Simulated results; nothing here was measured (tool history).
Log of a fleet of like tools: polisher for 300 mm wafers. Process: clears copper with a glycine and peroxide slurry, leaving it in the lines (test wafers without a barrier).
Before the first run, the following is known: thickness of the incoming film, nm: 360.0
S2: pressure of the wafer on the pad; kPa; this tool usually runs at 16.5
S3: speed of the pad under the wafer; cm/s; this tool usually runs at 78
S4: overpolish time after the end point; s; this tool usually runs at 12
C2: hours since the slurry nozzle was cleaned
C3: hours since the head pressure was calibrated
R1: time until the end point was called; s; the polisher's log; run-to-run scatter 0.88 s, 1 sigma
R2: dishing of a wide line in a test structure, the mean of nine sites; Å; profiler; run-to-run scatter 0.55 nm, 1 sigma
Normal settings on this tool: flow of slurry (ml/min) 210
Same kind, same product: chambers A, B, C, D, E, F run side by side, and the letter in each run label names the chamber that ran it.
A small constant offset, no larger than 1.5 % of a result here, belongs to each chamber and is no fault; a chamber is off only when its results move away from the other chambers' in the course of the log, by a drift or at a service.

run 1F day=0.388 | flow_of_slurry_(ml/min)=210 S2=16.5 S3=78 S4=12 | wafers_polished_on_this_pad=960 C2=130.3 C3=315.1 | R1=87.617 R2=362.49
run 2A day=0.792 | flow_of_slurry_(ml/min)=210 S2=16.5 S3=78 S4=12 | wafers_polished_on_this_pad=1328 C2=157.5 C3=673.3 | R1=89.854 R2=359.82
-- day=0.883 chamber F: worn pad replaced by a new one
-- day=0.992 chamber A: worn pad replaced by a new one
-- day=1.1 chamber F: head pressure recalibrated
run 3E day=1.154 | flow_of_slurry_(ml/min)=210 S2=16.5 S3=78 S4=12 | wafers_polished_on_this_pad=888 C2=575.3 C3=680.1 | R1=87.577 R2=354.79
run 4C day=1.542 | flow_of_slurry_(ml/min)=210 S2=16.5 S3=78 S4=12 | wafers_polished_on_this_pad=1073 C2=542 C3=225.3 | R1=88.649 R2=341.45
-- day=1.688 chamber B: worn pad replaced by a new one
-- day=1.842 chamber E: worn pad replaced by a new one
-- day=1.862 chamber D: worn pad replaced by a new one
run 5B day=2.083 | flow_of_slurry_(ml/min)=210 S2=16.5 S3=78 S4=12 | wafers_polished_on_this_pad=93 C2=488.6 C3=333.5 | R1=88.56 R2=351.45
run 6D day=2.358 | flow_of_slurry_(ml/min)=210 S2=16.5 S3=78 S4=12 | wafers_polished_on_this_pad=116 C2=808.7 C3=469.6 | R1=87.593 R2=351.59
run 7A day=2.692 | flow_of_slurry_(ml/min)=210 S2=16.5 S3=78 S4=12 | wafers_polished_on_this_pad=397 C2=203.1 C3=718.9 | R1=88.89 R2=356.69
run 8E day=3.125 | flow_of_slurry_(ml/min)=210 S2=16.5 S3=78 S4=12 | wafers_polished_on_this_pad=299 C2=622.6 C3=727.4 | R1=86.962 R2=359.52
-- day=3.304 chamber A: slurry nozzle cleaned
run 9C day=3.604 | flow_of_slurry_(ml/min)=175 S2=16.5 S3=78 S4=12 | wafers_polished_on_this_pad=1554 C2=591.5 C3=274.8 | R1=92.455 R2=348.59
-- day=3.617 chamber C: slurry nozzle cleaned
run 10B day=4.112 | flow_of_slurry_(ml/min)=175 S2=16.5 S3=78 S4=12 | wafers_polished_on_this_pad=567 C2=537.3 C3=382.2 | R1=89.063 R2=344.8
-- day=4.404 chamber C: head pressure recalibrated
run 11F day=4.558 | flow_of_slurry_(ml/min)=175 S2=16.5 S3=78 S4=12 | wafers_polished_on_this_pad=858 C2=230.4 C3=83.1 | R1=90.972 R2=353.96
-- day=4.833 chamber D: slurry nozzle cleaned
run 12D day=4.904 | flow_of_slurry_(ml/min)=175 S2=16.5 S3=78 S4=12 | wafers_polished_on_this_pad=711 C2=1.7 C3=530.7 | R1=88.982 R2=343.93
-- day=5.062 chamber B: head pressure recalibrated
run 13F day=5.196 | flow_of_slurry_(ml/min)=175 S2=16.5 S3=78 S4=12 | wafers_polished_on_this_pad=1007 C2=245.7 C3=98.4 | R1=89.494 R2=357.18
run 14D day=5.588 | flow_of_slurry_(ml/min)=175 S2=16.5 S3=78 S4=12 | wafers_polished_on_this_pad=870 C2=18.1 C3=547.1 | R1=88.761 R2=340.74
-- day=5.825 chamber E: worn pad replaced by a new one
-- day=5.833 chamber F: worn pad replaced by a new one
-- day=5.883 chamber B: worn pad replaced by a new one
run 15C day=6.15 | flow_of_slurry_(ml/min)=210 S2=16.5 S3=78 S4=12 | wafers_polished_on_this_pad=2149 C2=60.9 C3=42 | R1=88.768 R2=344.02
run 16B day=6.596 | flow_of_slurry_(ml/min)=210 S2=16.5 S3=78 S4=12 | wafers_polished_on_this_pad=166 C2=596.9 C3=36.9 | R1=88.054 R2=358.9
-- day=6.879 chamber A: worn pad replaced by a new one
-- day=7.096 chamber F: slurry nozzle cleaned
-- day=7.112 chamber E: slurry nozzle cleaned
run 17A day=7.208 | flow_of_slurry_(ml/min)=210 S2=16.5 S3=78 S4=12 | wafers_polished_on_this_pad=77 C2=93.7 C3=827.3 | R1=86.602 R2=351.2
run 18E day=7.575 | flow_of_slurry_(ml/min)=210 S2=16.5 S3=78 S4=12 | wafers_polished_on_this_pad=409 C2=11.1 C3=834.2 | R1=88.128 R2=366.32
run 19C day=8.042 | flow_of_slurry_(ml/min)=210 S2=16.5 S3=78 S4=12 | wafers_polished_on_this_pad=2591 C2=106.3 C3=87.4 | R1=91.659 R2=345.21
-- day=8.458 chamber D: worn pad replaced by a new one
run 20F day=8.621 | flow_of_slurry_(ml/min)=210 S2=16.5 S3=78 S4=12 | wafers_polished_on_this_pad=651 C2=36.6 C3=180.6 | R1=88.16 R2=355.45
run 21E day=9.071 | flow_of_slurry_(ml/min)=210 S2=16.5 S3=78 S4=12 | wafers_polished_on_this_pad=758 C2=47 C3=870.1 | R1=86.692 R2=356.24
-- day=9.092 chamber B: worn pad replaced by a new one
run 22D day=9.533 | flow_of_slurry_(ml/min)=210 S2=16.5 S3=78 S4=12 | wafers_polished_on_this_pad=251 C2=112.8 C3=641.8 | R1=87.503 R2=351.71
-- day=9.833 chamber E: worn pad replaced by a new one
run 23B day=9.862 | flow_of_slurry_(ml/min)=210 S2=16.5 S3=78 S4=12 | wafers_polished_on_this_pad=180 C2=675.3 C3=115.3 | R1=87.542 R2=361.62
run 24A day=10.429 | flow_of_slurry_(ml/min)=185 S2=16.5 S3=94 S4=12 | wafers_polished_on_this_pad=829 C2=171 C3=904.6 | R1=77.247 R2=395.58
-- day=10.942 chamber F: worn pad replaced by a new one
run 25F day=10.946 | flow_of_slurry_(ml/min)=185 S2=16.5 S3=94 S4=12 | wafers_polished_on_this_pad=1 C2=92.4 C3=236.4 | R1=75.924 R2=392.37
run 26C day=11.225 | flow_of_slurry_(ml/min)=185 S2=16.5 S3=94 S4=12 | wafers_polished_on_this_pad=3334 C2=182.7 C3=163.8 | R1=81.308 R2=374.7
run 27E day=11.788 | flow_of_slurry_(ml/min)=185 S2=16.5 S3=94 S4=12 | wafers_polished_on_this_pad=456 C2=112.2 C3=935.3 | R1=76.355 R2=400.65
-- day=12.029 chamber D: head pressure recalibrated
run 28B day=12.358 | flow_of_slurry_(ml/min)=185 S2=16.5 S3=94 S4=12 | wafers_polished_on_this_pad=763 C2=735.2 C3=175.2 | R1=77.717 R2=398.16
-- day=12.408 chamber B: slurry nozzle cleaned
-- day=12.462 chamber A: worn pad replaced by a new one
run 29A day=12.696 | flow_of_slurry_(ml/min)=185 S2=16.5 S3=94 S4=12 | wafers_polished_on_this_pad=55 C2=225.4 C3=959 | R1=77.686 R2=404
-- day=12.7 chamber B: worn pad replaced by a new one
-- day=12.808 chamber A: slurry nozzle cleaned
run 30D day=13.092 | flow_of_slurry_(ml/min)=210 S2=16.5 S3=78 S4=12 | wafers_polished_on_this_pad=1082 C2=198.2 C3=25.5 | R1=85.78 R2=350.19
run 31A day=13.521 | flow_of_slurry_(ml/min)=210 S2=16.5 S3=78 S4=12 | wafers_polished_on_this_pad=247 C2=17.2 C3=978.8 | R1=87.757 R2=356.56
run 32D day=13.938 | flow_of_slurry_(ml/min)=210 S2=16.5 S3=78 S4=12 | wafers_polished_on_this_pad=1279 C2=218.5 C3=45.8 | R1=88.364 R2=352.1
-- day=14.05 chamber E: worn pad replaced by a new one
-- day=14.092 chamber D: worn pad replaced by a new one
run 33E day=14.208 | flow_of_slurry_(ml/min)=210 S2=16.5 S3=78 S4=12 | wafers_polished_on_this_pad=37 C2=170.3 C3=993.4 | R1=86.734 R2=356.31
run 34F day=14.504 | flow_of_slurry_(ml/min)=210 S2=16.5 S3=78 S4=12 | wafers_polished_on_this_pad=832 C2=177.8 C3=321.8 | R1=88.377 R2=355.07
-- day=14.65 chamber A: head pressure recalibrated
run 35B day=14.792 | flow_of_slurry_(ml/min)=210 S2=16.5 S3=78 S4=12 | wafers_polished_on_this_pad=488 C2=57.3 C3=233.6 | R1=88.063 R2=366.01
-- day=14.817 chamber F: head pressure recalibrated
run 36C day=15.308 | flow_of_slurry_(ml/min)=210 S2=16.5 S3=78 S4=12 | wafers_polished_on_this_pad=4288 C2=280.7 C3=261.8 | R1=96.013 R2=324.84
run 37E day=15.85 | flow_of_slurry_(ml/min)=210 S2=16.5 S3=78 S4=12 | wafers_polished_on_this_pad=420 C2=209.7 C3=1032.8 | R1=88.599 R2=351.76
run 38B day=16.2 | flow_of_slurry_(ml/min)=210 S2=16.5 S3=78 S4=12 | wafers_polished_on_this_pad=817 C2=91.1 C3=267.4 | R1=87.874 R2=355.62
-- day=16.521 chamber F: worn pad replaced by a new one
run 39C day=16.8 | flow_of_slurry_(ml/min)=210 S2=16.5 S3=78 S4=12 | wafers_polished_on_this_pad=4636 C2=316.5 C3=297.6 | R1=97.947 R2=318.05
run 40F day=17.296 | flow_of_slurry_(ml/min)=210 S2=16.5 S3=94 S4=8 | wafers_polished_on_this_pad=181 C2=244.8 C3=59.6 | R1=76.252 R2=283.24
-- day=17.842 chamber E: worn pad replaced by a new one
run 41D day=17.867 | flow_of_slurry_(ml/min)=210 S2=16.5 S3=94 S4=8 | wafers_polished_on_this_pad=882 C2=312.8 C3=140.1 | R1=75.032 R2=280.27
-- day=18.071 chamber A: worn pad replaced by a new one
run 42A day=18.217 | flow_of_slurry_(ml/min)=210 S2=16.5 S3=94 S4=8 | wafers_polished_on_this_pad=34 C2=129.9 C3=85.6 | R1=75.845 R2=287.16
run 43E day=18.65 | flow_of_slurry_(ml/min)=210 S2=16.5 S3=94 S4=8 | wafers_polished_on_this_pad=189 C2=276.9 C3=1100 | R1=74.534 R2=281.72

Next, all 6 chambers run the settings below, one line each with question marks for the results. What does each chamber give?
run 44A day=19.092 | flow_of_slurry_(ml/min)=210 S2=16.5 S3=100 S4=12 | R1=? R2=?
run 44B day=19.092 | flow_of_slurry_(ml/min)=210 S2=16.5 S3=100 S4=12 | R1=? R2=?
run 44C day=19.092 | flow_of_slurry_(ml/min)=210 S2=16.5 S3=100 S4=12 | R1=? R2=?
run 44D day=19.092 | flow_of_slurry_(ml/min)=210 S2=16.5 S3=100 S4=12 | R1=? R2=?
run 44E day=19.092 | flow_of_slurry_(ml/min)=210 S2=16.5 S3=100 S4=12 | R1=? R2=?
run 44F day=19.092 | flow_of_slurry_(ml/min)=210 S2=16.5 S3=100 S4=12 | R1=? R2=?

run=44A R1=71.243 R2=413.2
run=44B R1=72.995 R2=420.06
run=44C R1=80.379 R2=366.53
run=44D R1=71.533 R2=427.56
run=44E R1=72.09 R2=421.42
run=44F R1=72.231 R2=413.93

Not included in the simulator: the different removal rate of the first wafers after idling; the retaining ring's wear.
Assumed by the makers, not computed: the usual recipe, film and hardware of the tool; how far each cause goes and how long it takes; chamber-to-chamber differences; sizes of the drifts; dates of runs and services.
